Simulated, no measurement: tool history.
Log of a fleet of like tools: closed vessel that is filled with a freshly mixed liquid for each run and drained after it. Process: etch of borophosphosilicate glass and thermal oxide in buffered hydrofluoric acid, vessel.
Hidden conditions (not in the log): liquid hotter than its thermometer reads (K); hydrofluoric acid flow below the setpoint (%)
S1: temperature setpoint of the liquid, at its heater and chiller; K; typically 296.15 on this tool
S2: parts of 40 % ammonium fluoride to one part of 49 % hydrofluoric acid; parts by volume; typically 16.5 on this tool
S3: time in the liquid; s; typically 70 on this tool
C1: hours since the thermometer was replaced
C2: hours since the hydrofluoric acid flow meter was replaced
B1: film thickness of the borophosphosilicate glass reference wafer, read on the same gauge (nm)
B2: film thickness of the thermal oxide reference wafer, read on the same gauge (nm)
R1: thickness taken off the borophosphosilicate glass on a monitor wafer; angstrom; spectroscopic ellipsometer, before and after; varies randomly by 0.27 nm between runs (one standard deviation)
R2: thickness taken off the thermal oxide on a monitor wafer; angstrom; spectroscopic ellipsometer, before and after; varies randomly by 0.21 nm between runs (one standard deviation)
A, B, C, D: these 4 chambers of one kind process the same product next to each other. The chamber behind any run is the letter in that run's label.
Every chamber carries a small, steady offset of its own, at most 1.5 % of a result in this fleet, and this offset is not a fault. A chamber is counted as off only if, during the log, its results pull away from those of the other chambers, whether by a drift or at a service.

| run | hour | S1 | S2 | S3 | C1 | C2 | B1 | B2 | R1 | R2 |
|---|---|---|---|---|---|---|---|---|---|---|
| 1C | 4.6 | 296.15 | 16.5 | 70 | 1447.6 | 514.4 | 150.01 | 90.037 | 503.24 | 439.69 |
| 2B | 9.1 | 296.15 | 16.5 | 70 | 970.5 | 151.0 | 150.01 | 89.983 | 509.09 | 451.26 |
| 3D | 13.5 | 296.15 | 16.5 | 70 | 594.5 | 1829.9 | 149.98 | 89.984 | 505.64 | 449.68 |
| 4A | 16.7 | 296.15 | 16.5 | 70 | 1923.1 | 1510.5 | 150.03 | 90.014 | 503.84 | 442.50 |
| 5C | 19.1 | 296.15 | 16.5 | 70 | 1462.1 | 528.9 | 149.99 | 89.983 | 501.70 | 443.14 |
| 6B | 24.3 | 296.15 | 16.5 | 70 | 985.7 | 166.2 | 149.96 | 90.053 | 505.18 | 456.88 |
| 7D | 29.7 | 296.15 | 16.5 | 70 | 610.7 | 1846.1 | 149.97 | 90.065 | 503.67 | 449.25 |
| 8A | 34.2 | 296.15 | 16.5 | 70 | 1940.6 | 1528.0 | 150.00 | 89.949 | 502.24 | 442.60 |
| 9A | 38.9 | 296.15 | 11.0 | 95 | 1945.3 | 1532.7 | 150.03 | 89.977 | 1009.20 | 897.50 |
| 10C | 41.4 | 296.15 | 11.0 | 95 | 1484.4 | 551.2 | 150.00 | 90.012 | 1029.10 | 905.29 |
| 11D | 44.6 | 296.15 | 11.0 | 95 | 625.6 | 1861.0 | 150.00 | 89.921 | 1016.70 | 915.02 |
| 12B | 48.4 | 296.15 | 11.0 | 95 | 1009.8 | 190.3 | 149.99 | 90.010 | 1012.50 | 909.43 |
| 13B | 51.5 | 296.15 | 16.5 | 70 | 1012.9 | 193.4 | 149.99 | 90.024 | 504.80 | 456.08 |
| 14D | 54.8 | 296.15 | 16.5 | 70 | 635.8 | 1871.2 | 149.98 | 89.919 | 504.80 | 448.32 |
| 15A | 58.5 | 296.15 | 16.5 | 70 | 1964.9 | 1552.3 | 150.02 | 90.007 | 507.26 | 447.64 |
| 16C | 62.0 | 296.15 | 16.5 | 70 | 1505.0 | 571.8 | 150.00 | 89.992 | 509.25 | 443.48 |
| 17D | 64.4 | 296.15 | 16.5 | 70 | 645.4 | 1880.8 | 149.99 | 90.023 | 506.11 | 451.99 |
| 18B | 67.7 | 296.15 | 16.5 | 70 | 1029.1 | 209.6 | 149.99 | 89.996 | 513.27 | 454.06 |
| 19C | 71.1 | 296.15 | 16.5 | 70 | 1514.1 | 580.9 | 150.02 | 90.016 | 503.48 | 442.68 |
| 20A | 74.1 | 298.65 | 16.5 | 95 | 1980.5 | 1567.9 | 149.97 | 90.018 | 784.36 | 683.61 |
| 21D | 78.0 | 298.65 | 16.5 | 95 | 659.0 | 1894.4 | 150.00 | 89.996 | 774.95 | 700.62 |
| 22A | 82.2 | 298.65 | 16.5 | 95 | 1988.6 | 1576.0 | 150.01 | 90.025 | 782.66 | 689.70 |
| 23C | 84.9 | 298.65 | 16.5 | 95 | 1527.9 | 594.7 | 149.99 | 89.958 | 788.66 | 691.19 |
| 24B | 87.7 | 296.15 | 16.5 | 70 | 1049.1 | 229.6 | 150.00 | 90.003 | 503.28 | 452.87 |
| 25D | 91.8 | 296.15 | 16.5 | 70 | 672.8 | 1908.2 | 149.99 | 89.980 | 504.02 | 447.95 |
| 26B | 95.4 | 296.15 | 16.5 | 70 | 1056.8 | 237.3 | 150.01 | 89.968 | 508.06 | 453.70 |
| 27A | 99.4 | 296.15 | 16.5 | 70 | 2005.8 | 1593.2 | 150.02 | 90.001 | 502.00 | 440.83 |
| 28C | 103.7 | 291.65 | 16.5 | 105 | 1546.7 | 613.5 | 150.03 | 89.983 | 594.71 | 512.98 |
| 29D | 106.6 | 291.65 | 16.5 | 105 | 687.6 | 1923.0 | 150.01 | 89.976 | 591.64 | 527.20 |
|  | 108.4 | chamber D: hydrofluoric acid flow meter replaced |
| 30A | 110.2 | 291.65 | 16.5 | 105 | 2016.6 | 1604.0 | 150.00 | 90.078 | 585.48 | 513.46 |
| 31B | 112.6 | 291.65 | 16.5 | 105 | 1074.0 | 254.5 | 149.98 | 89.997 | 581.96 | 525.97 |
| 32C | 116.1 | 296.15 | 16.5 | 70 | 1559.1 | 625.9 | 150.00 | 90.027 | 502.59 | 441.20 |
| 33A | 120.3 | 296.15 | 16.5 | 70 | 2026.7 | 1614.1 | 150.02 | 90.046 | 507.03 | 439.65 |
| 34B | 125.6 | 296.15 | 16.5 | 70 | 1087.0 | 267.5 | 150.00 | 90.017 | 505.56 | 455.02 |
| 35C | 130.3 | 296.15 | 16.5 | 70 | 1573.3 | 640.1 | 150.00 | 90.013 | 498.68 | 447.30 |
| 36D | 135.4 | 296.15 | 16.5 | 70 | 716.4 | 27.0 | 149.97 | 90.031 | 508.65 | 448.88 |
| 37C | 138.8 | 296.15 | 16.5 | 70 | 1581.8 | 648.6 | 150.01 | 90.013 | 503.65 | 441.54 |
| 38A | 142.3 | 296.15 | 16.5 | 70 | 2048.7 | 1636.1 | 150.01 | 90.058 | 500.92 | 441.56 |
| 39D | 147.2 | 296.15 | 16.5 | 70 | 728.2 | 38.8 | 149.97 | 90.038 | 507.19 | 446.76 |
| 40B | 150.6 | 296.15 | 16.5 | 70 | 1112.0 | 292.5 | 150.00 | 90.058 | 508.18 | 452.83 |
| 41C | 153.3 | 296.15 | 16.5 | 70 | 1596.3 | 663.1 | 150.00 | 89.964 | 503.68 | 441.76 |
| 42A | 157.8 | 296.15 | 16.5 | 70 | 2064.2 | 1651.6 | 150.02 | 89.989 | 502.48 | 442.70 |
| 43D | 162.1 | 296.15 | 16.5 | 70 | 743.1 | 53.7 | 149.99 | 90.002 | 502.21 | 447.74 |

All chambers now run identical settings, listed one chamber a line with results as question marks. What results will each chamber show?
| 44A | 166.0 | 300.15 | 16.5 | 70 |  |  |  |  | ? | ? |
| 44B | 166.0 | 300.15 | 16.5 | 70 |  |  |  |  | ? | ? |
| 44C | 166.0 | 300.15 | 16.5 | 70 |  |  |  |  | ? | ? |
| 44D | 166.0 | 300.15 | 16.5 | 70 |  |  |  |  | ? | ? |

| run | R1 | R2 |
|---|---|---|
| 44A | 630.26 | 550.61 |
| 44B | 629.38 | 563.99 |
| 44C | 621.76 | 553.37 |
| 44D | 624.63 | 562.91 |
